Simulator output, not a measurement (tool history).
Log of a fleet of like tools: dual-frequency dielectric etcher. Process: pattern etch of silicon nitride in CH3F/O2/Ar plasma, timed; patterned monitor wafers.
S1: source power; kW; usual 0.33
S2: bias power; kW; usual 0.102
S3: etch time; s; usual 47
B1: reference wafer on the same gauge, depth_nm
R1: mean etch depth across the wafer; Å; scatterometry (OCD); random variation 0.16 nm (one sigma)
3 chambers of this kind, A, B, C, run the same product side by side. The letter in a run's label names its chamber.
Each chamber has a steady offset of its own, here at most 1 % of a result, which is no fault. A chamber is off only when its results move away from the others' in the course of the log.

{"run": "1C", "day": 0.35, "S1": 0.33, "S2": 0.102, "S3": 47, "B1": 41.354, "R1": 347.92}
{"run": "2A", "day": 0.779, "S1": 0.33, "S2": 0.102, "S3": 47, "B1": 41.416, "R1": 347.59}
{"run": "3B", "day": 1.3, "S1": 0.33, "S2": 0.102, "S3": 47, "B1": 41.403, "R1": 349.72}
{"run": "4A", "day": 1.717, "S1": 0.33, "S2": 0.102, "S3": 47, "B1": 41.391, "R1": 348.44}
{"run": "5C", "day": 2.333, "S1": 0.39, "S2": 0.102, "S3": 47, "B1": 41.449, "R1": 365.21}
{"run": "6B", "day": 2.946, "S1": 0.39, "S2": 0.102, "S3": 47, "B1": 41.397, "R1": 365.7}
{"run": "7C", "day": 3.408, "S1": 0.39, "S2": 0.102, "S3": 47, "B1": 41.414, "R1": 368.89}
{"run": "8A", "day": 3.996, "S1": 0.27, "S2": 0.11, "S3": 47, "B1": 41.384, "R1": 333.24}
{"run": "9B", "day": 4.358, "S1": 0.27, "S2": 0.11, "S3": 47, "B1": 41.401, "R1": 330.48}
{"day": 4.375, "done": "chamber C: bias power generator calibrated"}
{"run": "10A", "day": 4.688, "S1": 0.27, "S2": 0.11, "S3": 47, "B1": 41.406, "R1": 334.78}
{"run": "11C", "day": 5.004, "S1": 0.33, "S2": 0.102, "S3": 47, "B1": 41.436, "R1": 345.62}
{"run": "12B", "day": 5.558, "S1": 0.33, "S2": 0.102, "S3": 47, "B1": 41.429, "R1": 344.23}
{"run": "13C", "day": 6.188, "S1": 0.33, "S2": 0.102, "S3": 47, "B1": 41.383, "R1": 348.11}
{"run": "14A", "day": 6.762, "S1": 0.33, "S2": 0.102, "S3": 47, "B1": 41.393, "R1": 350.97}
{"run": "15B", "day": 7.25, "S1": 0.33, "S2": 0.102, "S3": 47, "B1": 41.375, "R1": 346.57}
{"run": "16A", "day": 7.688, "S1": 0.33, "S2": 0.102, "S3": 47, "B1": 41.403, "R1": 354.94}
{"day": 7.883, "done": "chamber C: source power generator calibrated"}
{"run": "17C", "day": 8.025, "S1": 0.33, "S2": 0.102, "S3": 39.5, "B1": 41.388, "R1": 290.6}
{"run": "18B", "day": 8.425, "S1": 0.33, "S2": 0.102, "S3": 39.5, "B1": 41.419, "R1": 291.76}
{"run": "19B", "day": 8.762, "S1": 0.33, "S2": 0.102, "S3": 39.5, "B1": 41.349, "R1": 291.84}
{"run": "20C", "day": 9.142, "S1": 0.33, "S2": 0.102, "S3": 47, "B1": 41.427, "R1": 347.91}
{"run": "21A", "day": 9.75, "S1": 0.33, "S2": 0.102, "S3": 47, "B1": 41.398, "R1": 353.74}
{"run": "22A", "day": 10.262, "S1": 0.33, "S2": 0.102, "S3": 47, "B1": 41.432, "R1": 355.83}
{"run": "23B", "day": 10.646, "S1": 0.33, "S2": 0.102, "S3": 47, "B1": 41.357, "R1": 347.54}
{"run": "24C", "day": 11.008, "S1": 0.33, "S2": 0.102, "S3": 38, "B1": 41.384, "R1": 280.68}
{"run": "25A", "day": 11.412, "S1": 0.33, "S2": 0.102, "S3": 38, "B1": 41.362, "R1": 289.2}
{"run": "26C", "day": 11.808, "S1": 0.33, "S2": 0.102, "S3": 38, "B1": 41.431, "R1": 279.45}
{"run": "27B", "day": 12.104, "S1": 0.33, "S2": 0.102, "S3": 47, "B1": 41.316, "R1": 349.8}
{"run": "28B", "day": 12.608, "S1": 0.33, "S2": 0.102, "S3": 47, "B1": 41.416, "R1": 346.3}
{"run": "29C", "day": 13.004, "S1": 0.33, "S2": 0.102, "S3": 47, "B1": 41.377, "R1": 345.3}
{"run": "30A", "day": 13.579, "S1": 0.33, "S2": 0.085, "S3": 59, "B1": 41.448, "R1": 421.35}
{"run": "31C", "day": 13.883, "S1": 0.33, "S2": 0.085, "S3": 59, "B1": 41.4, "R1": 407.59}
{"run": "32A", "day": 14.412, "S1": 0.33, "S2": 0.085, "S3": 59, "B1": 41.366, "R1": 420.95}
{"run": "33B", "day": 14.696, "S1": 0.33, "S2": 0.102, "S3": 47, "B1": 41.374, "R1": 346.25}
{"run": "34C", "day": 15.342, "S1": 0.33, "S2": 0.102, "S3": 47, "B1": 41.428, "R1": 344.87}
{"run": "35B", "day": 15.867, "S1": 0.33, "S2": 0.102, "S3": 47, "B1": 41.416, "R1": 349.88}

All 3 chambers run these settings next. Forecast each chamber's results:
{"run": "36A", "day": 16.333, "S1": 0.33, "S2": 0.122, "S3": 47, "R1": "?"}
{"run": "36B", "day": 16.333, "S1": 0.33, "S2": 0.122, "S3": 47, "R1": "?"}
{"run": "36C", "day": 16.333, "S1": 0.33, "S2": 0.122, "S3": 47, "R1": "?"}

run=36A R1=385.07
run=36B R1=371.01
run=36C R1=371.19

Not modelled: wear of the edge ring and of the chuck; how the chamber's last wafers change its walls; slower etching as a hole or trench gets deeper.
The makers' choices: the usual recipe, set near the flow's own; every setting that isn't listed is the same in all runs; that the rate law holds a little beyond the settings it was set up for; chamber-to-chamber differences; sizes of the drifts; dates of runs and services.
